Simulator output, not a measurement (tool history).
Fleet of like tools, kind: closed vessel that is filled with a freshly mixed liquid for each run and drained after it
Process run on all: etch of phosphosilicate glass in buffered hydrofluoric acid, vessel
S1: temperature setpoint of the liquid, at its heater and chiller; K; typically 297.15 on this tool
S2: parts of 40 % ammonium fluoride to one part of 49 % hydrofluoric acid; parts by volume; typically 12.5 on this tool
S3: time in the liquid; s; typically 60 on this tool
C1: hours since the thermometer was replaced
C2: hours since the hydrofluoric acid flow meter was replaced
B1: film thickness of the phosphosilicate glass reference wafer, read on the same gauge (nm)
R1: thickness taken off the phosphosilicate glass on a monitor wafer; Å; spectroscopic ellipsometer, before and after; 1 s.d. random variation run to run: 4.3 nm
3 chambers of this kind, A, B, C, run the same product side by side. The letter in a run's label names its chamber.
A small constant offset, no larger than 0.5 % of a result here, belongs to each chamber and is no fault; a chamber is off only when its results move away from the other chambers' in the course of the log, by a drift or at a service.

run	hour	S1	S2	S3	C1	C2	B1	R1
1B	6.8	297.15	12.5	60	541.3	974.2	30.033	4867.4
2C	13.4	297.15	12.5	60	894.3	674.7	29.999	4874.9
3A	18.5	297.15	12.5	60	905.1	446.4	29.988	4952.2
4A	25.7	297.15	12.5	60	912.3	453.6	29.995	4948.6
5B	34.2	297.15	12.5	60	568.7	1001.6	29.979	4916
6C	43.1	297.15	12.5	60	924	704.4	29.989	4909.1
7A	51.5	297.15	12.5	60	938.1	479.4	30.026	5003.3
8C	56.2	297.15	12.5	60	937.1	717.5	29.972	4872.7
9B	64.2	297.15	12.5	60	598.7	1031.6	30.004	4867.3
10B	72.9	299.15	12.5	30	607.4	1040.3	30.039	2715.6
11C	79.4	299.15	12.5	30	960.3	740.7	29.998	2704.5
12A	87.2	299.15	12.5	30	973.8	515.1	29.946	2699.9
13A	92.8	297.15	12.5	60	979.4	520.7	30.01	4932.3
14C	101.8	294.15	12.5	60	982.7	763.1	29.97	4207.1
15B	106.5	294.15	12.5	60	641	1073.9	30.019	4138.7
16B	114.3	294.15	12.5	60	648.8	1081.7	30.021	4211.5
17A	120.4	293.15	9	60	1007	548.3	29.995	5284.8
18C	128.7	293.15	9	60	1009.6	790	30.021	5474.7
19B	135.2	293.15	9	60	669.7	1102.6	30	5244.3
20C	143.1	297.15	12.5	60	1024	804.4	29.986	5191.6
21A	148.6	297.15	12.5	60	1035.2	576.5	30.003	4959.6
22B	153.1	297.15	12.5	60	687.6	1120.5	30.013	4880.4
23A	158.7	297.15	12.5	60	1045.3	586.6	29.971	4927.8
24C	166.3	297.15	12.5	60	1047.2	827.6	30.02	5316.6
25C	171.4	297.15	12.5	60	1052.3	832.7	30.005	5275.9
# hour 173.9: chamber C: hydrofluoric acid flow meter replaced
26A	179	297.15	16.5	45	1065.6	606.9	30.007	2846
27B	186.5	297.15	16.5	45	721	1153.9	30.019	2822.3
28C	190.5	297.15	16.5	45	1071.4	16.6	30.017	3138.9
29A	197.3	297.15	12.5	60	1083.9	625.2	30.02	4876.4

Next, every chamber runs the same settings. What will each give?
30A	203.7	297.15	12.5	60				?
30B	203.7	297.15	12.5	60				?
30C	203.7	297.15	12.5	60				?

run	R1
30A	4919.8
30B	4940
30C	5436.7
